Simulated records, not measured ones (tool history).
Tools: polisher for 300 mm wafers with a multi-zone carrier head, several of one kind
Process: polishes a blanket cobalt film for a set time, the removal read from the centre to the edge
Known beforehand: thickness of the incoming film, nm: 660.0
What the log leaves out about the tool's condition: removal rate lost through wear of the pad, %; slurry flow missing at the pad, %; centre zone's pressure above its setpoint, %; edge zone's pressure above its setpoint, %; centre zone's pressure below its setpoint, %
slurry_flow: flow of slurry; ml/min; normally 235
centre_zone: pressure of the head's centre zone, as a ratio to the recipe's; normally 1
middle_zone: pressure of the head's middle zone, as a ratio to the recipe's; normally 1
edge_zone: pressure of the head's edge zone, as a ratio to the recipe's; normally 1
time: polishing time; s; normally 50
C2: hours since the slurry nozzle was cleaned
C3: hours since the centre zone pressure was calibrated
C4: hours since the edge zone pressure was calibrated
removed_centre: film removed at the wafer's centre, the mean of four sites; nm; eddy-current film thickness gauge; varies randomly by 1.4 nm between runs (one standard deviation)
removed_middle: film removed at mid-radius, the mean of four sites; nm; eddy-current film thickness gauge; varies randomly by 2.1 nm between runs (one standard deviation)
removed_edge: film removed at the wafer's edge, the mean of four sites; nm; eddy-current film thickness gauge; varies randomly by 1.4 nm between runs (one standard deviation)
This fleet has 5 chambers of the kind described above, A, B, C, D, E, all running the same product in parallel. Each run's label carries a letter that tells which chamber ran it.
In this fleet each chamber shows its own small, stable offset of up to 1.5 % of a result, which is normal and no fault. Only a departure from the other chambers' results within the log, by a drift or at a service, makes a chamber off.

-- hour=0.6 chamber C: worn pad replaced by a new one
-- hour=5.1 chamber B: slurry nozzle cleaned
run 1C hour=5.6 | slurry_flow=235 centre_zone=1 middle_zone=1 edge_zone=1 time=50 | wafers_polished_on_this_pad=37 C2=88 C3=783.6 C4=718.5 | removed_centre=195.07 removed_middle=192.46 removed_edge=194.4
run 2E hour=9.3 | slurry_flow=235 centre_zone=1 middle_zone=1 edge_zone=1 time=50 | wafers_polished_on_this_pad=1220 C2=306.3 C3=217.2 C4=994.6 | removed_centre=193.29 removed_middle=197.93 removed_edge=194.55
-- hour=13.4 chamber E: worn pad replaced by a new one
run 3A hour=14.3 | slurry_flow=235 centre_zone=1 middle_zone=1 edge_zone=1 time=50 | wafers_polished_on_this_pad=598 C2=90.2 C3=898.9 C4=554.1 | removed_centre=194.32 removed_middle=196.96 removed_edge=195.38
run 4B hour=17.3 | slurry_flow=235 centre_zone=1 middle_zone=1 edge_zone=1 time=50 | wafers_polished_on_this_pad=587 C2=12.2 C3=372.1 C4=344.4 | removed_centre=193.68 removed_middle=193.51 removed_edge=198.51
run 5D hour=22.9 | slurry_flow=235 centre_zone=1 middle_zone=1 edge_zone=1 time=50 | wafers_polished_on_this_pad=692 C2=415.1 C3=1139.3 C4=584.1 | removed_centre=195.6 removed_middle=194.57 removed_edge=194.8
run 6D hour=27 | slurry_flow=235 centre_zone=1 middle_zone=1 edge_zone=1 time=50 | wafers_polished_on_this_pad=722 C2=419.2 C3=1143.4 C4=588.2 | removed_centre=196.32 removed_middle=195.38 removed_edge=196.86
-- hour=30.3 chamber D: centre zone pressure recalibrated
run 7A hour=32.3 | slurry_flow=235 centre_zone=1 middle_zone=1 edge_zone=1 time=50 | wafers_polished_on_this_pad=731 C2=108.2 C3=916.9 C4=572.1 | removed_centre=194.9 removed_middle=198.09 removed_edge=197.75
run 8C hour=35.1 | slurry_flow=235 centre_zone=1 middle_zone=1 edge_zone=1 time=50 | wafers_polished_on_this_pad=255 C2=117.5 C3=813.1 C4=748 | removed_centre=195.9 removed_middle=192.8 removed_edge=193.55
run 9B hour=38.6 | slurry_flow=235 centre_zone=1 middle_zone=1 edge_zone=1 time=50 | wafers_polished_on_this_pad=744 C2=33.5 C3=393.4 C4=365.7 | removed_centre=192.09 removed_middle=189.91 removed_edge=193.95
run 10E hour=41.6 | slurry_flow=235 centre_zone=0.89 middle_zone=0.88 edge_zone=1 time=50 | wafers_polished_on_this_pad=208 C2=338.6 C3=249.5 C4=1026.9 | removed_centre=169.29 removed_middle=173.52 removed_edge=197.41
run 11E hour=45 | slurry_flow=235 centre_zone=0.89 middle_zone=0.88 edge_zone=1 time=50 | wafers_polished_on_this_pad=234 C2=342 C3=252.9 C4=1030.3 | removed_centre=168.04 removed_middle=174.32 removed_edge=195.68
run 12C hour=49.9 | slurry_flow=235 centre_zone=0.89 middle_zone=0.88 edge_zone=1 time=50 | wafers_polished_on_this_pad=365 C2=132.3 C3=827.9 C4=762.8 | removed_centre=170.8 removed_middle=172.31 removed_edge=197.35
run 13D hour=54.4 | slurry_flow=235 centre_zone=0.89 middle_zone=0.88 edge_zone=1 time=50 | wafers_polished_on_this_pad=924 C2=446.6 C3=24.1 C4=615.6 | removed_centre=173.98 removed_middle=173.88 removed_edge=196.82
run 14A hour=58 | slurry_flow=235 centre_zone=0.89 middle_zone=0.88 edge_zone=1 time=50 | wafers_polished_on_this_pad=921 C2=133.9 C3=942.6 C4=597.8 | removed_centre=168.75 removed_middle=179.39 removed_edge=199.19
run 15B hour=62.4 | slurry_flow=235 centre_zone=1 middle_zone=1 edge_zone=1 time=50 | wafers_polished_on_this_pad=920 C2=57.3 C3=417.2 C4=389.5 | removed_centre=196.22 removed_middle=190.99 removed_edge=197.01
-- hour=63.5 chamber A: edge zone pressure recalibrated
-- hour=63.5 chamber B: edge zone pressure recalibrated
run 16A hour=65 | slurry_flow=235 centre_zone=1 middle_zone=1 edge_zone=1 time=50 | wafers_polished_on_this_pad=973 C2=140.9 C3=949.6 C4=1.5 | removed_centre=193.91 removed_middle=196.45 removed_edge=197.56
-- hour=65.2 chamber A: worn pad replaced by a new one
run 17D hour=69.3 | slurry_flow=235 centre_zone=1 middle_zone=1 edge_zone=1 time=50 | wafers_polished_on_this_pad=1035 C2=461.5 C3=39 C4=630.5 | removed_centre=197.28 removed_middle=194.69 removed_edge=193.39
run 18B hour=74.1 | slurry_flow=235 centre_zone=1 middle_zone=1 edge_zone=1 time=50 | wafers_polished_on_this_pad=1007 C2=69 C3=428.9 C4=10.6 | removed_centre=194.62 removed_middle=191.89 removed_edge=196.07
-- hour=75.7 chamber D: worn pad replaced by a new one
-- hour=77.1 chamber E: slurry nozzle cleaned
run 19C hour=79.2 | slurry_flow=235 centre_zone=1 middle_zone=1 edge_zone=1 time=50 | wafers_polished_on_this_pad=581 C2=161.6 C3=857.2 C4=792.1 | removed_centre=195.39 removed_middle=195.3 removed_edge=194.88
run 20E hour=83.3 | slurry_flow=235 centre_zone=1 middle_zone=1 edge_zone=1 time=50 | wafers_polished_on_this_pad=517 C2=6.2 C3=291.2 C4=1068.6 | removed_centre=188.28 removed_middle=199.74 removed_edge=197.33
run 21B hour=86.5 | slurry_flow=235 centre_zone=1 middle_zone=1 edge_zone=1 time=50 | wafers_polished_on_this_pad=1098 C2=81.4 C3=441.3 C4=23 | removed_centre=194.86 removed_middle=192.85 removed_edge=196.36
run 22D hour=90.5 | slurry_flow=235 centre_zone=1 middle_zone=1 edge_zone=1 time=50 | wafers_polished_on_this_pad=109 C2=482.7 C3=60.2 C4=651.7 | removed_centre=194.81 removed_middle=193.85 removed_edge=197.78
run 23E hour=94.8 | slurry_flow=275 centre_zone=1 middle_zone=1 edge_zone=1 time=61 | wafers_polished_on_this_pad=602 C2=17.7 C3=302.7 C4=1080.1 | removed_centre=233.1 removed_middle=246.79 removed_edge=243.16
run 24A hour=100.7 | slurry_flow=275 centre_zone=1 middle_zone=1 edge_zone=1 time=61 | wafers_polished_on_this_pad=262 C2=176.6 C3=985.3 C4=37.2 | removed_centre=239.16 removed_middle=246.59 removed_edge=244.25
run 25C hour=104.4 | slurry_flow=275 centre_zone=1 middle_zone=1 edge_zone=1 time=61 | wafers_polished_on_this_pad=768 C2=186.8 C3=882.4 C4=817.3 | removed_centre=244.42 removed_middle=238.24 removed_edge=242.4
run 26E hour=109.4 | slurry_flow=275 centre_zone=1 middle_zone=1 edge_zone=1 time=61 | wafers_polished_on_this_pad=710 C2=32.3 C3=317.3 C4=1094.7 | removed_centre=230.02 removed_middle=238.18 removed_edge=245.22
run 27A hour=113.9 | slurry_flow=275 centre_zone=1 middle_zone=1 edge_zone=1 time=61 | wafers_polished_on_this_pad=360 C2=189.8 C3=998.5 C4=50.4 | removed_centre=242.17 removed_middle=241.09 removed_edge=241.75
run 28D hour=119.6 | slurry_flow=235 centre_zone=1 middle_zone=1 edge_zone=1 time=50 | wafers_polished_on_this_pad=324 C2=511.8 C3=89.3 C4=680.8 | removed_centre=194.11 removed_middle=195.96 removed_edge=197.72
run 29C hour=122.9 | slurry_flow=235 centre_zone=1 middle_zone=1 edge_zone=1 time=50 | wafers_polished_on_this_pad=905 C2=205.3 C3=900.9 C4=835.8 | removed_centre=197.64 removed_middle=196.27 removed_edge=196.32
run 30B hour=126.4 | slurry_flow=195 centre_zone=1 middle_zone=1 edge_zone=1 time=38 | wafers_polished_on_this_pad=1393 C2=121.3 C3=481.2 C4=62.9 | removed_centre=142.05 removed_middle=144 removed_edge=145.24
run 31E hour=129.5 | slurry_flow=195 centre_zone=1 middle_zone=1 edge_zone=1 time=38 | wafers_polished_on_this_pad=858 C2=52.4 C3=337.4 C4=1114.8 | removed_centre=134.79 removed_middle=145.2 removed_edge=146.12
run 32D hour=134.6 | slurry_flow=195 centre_zone=1 middle_zone=1 edge_zone=1 time=38 | wafers_polished_on_this_pad=435 C2=526.8 C3=104.3 C4=695.8 | removed_centre=145.86 removed_middle=144.7 removed_edge=146.69

Each of the 5 chambers runs these same settings next. Fill in every chamber's results:
run 33A hour=139 | slurry_flow=235 centre_zone=1 middle_zone=1 edge_zone=1 time=40 | removed_centre=? removed_middle=? removed_edge=?
run 33B hour=139 | slurry_flow=235 centre_zone=1 middle_zone=1 edge_zone=1 time=40 | removed_centre=? removed_middle=? removed_edge=?
run 33C hour=139 | slurry_flow=235 centre_zone=1 middle_zone=1 edge_zone=1 time=40 | removed_centre=? removed_middle=? removed_edge=?
run 33D hour=139 | slurry_flow=235 centre_zone=1 middle_zone=1 edge_zone=1 time=40 | removed_centre=? removed_middle=? removed_edge=?
run 33E hour=139 | slurry_flow=235 centre_zone=1 middle_zone=1 edge_zone=1 time=40 | removed_centre=? removed_middle=? removed_edge=?

run=33A removed_centre=155.43 removed_middle=156.43 removed_edge=156.66
run=33B removed_centre=154.46 removed_middle=157.61 removed_edge=154.41
run=33C removed_centre=157.76 removed_middle=154.16 removed_edge=155.25
run=33D removed_centre=155.17 removed_middle=155.6 removed_edge=155.46
run=33E removed_centre=147.07 removed_middle=156.57 removed_edge=157.02

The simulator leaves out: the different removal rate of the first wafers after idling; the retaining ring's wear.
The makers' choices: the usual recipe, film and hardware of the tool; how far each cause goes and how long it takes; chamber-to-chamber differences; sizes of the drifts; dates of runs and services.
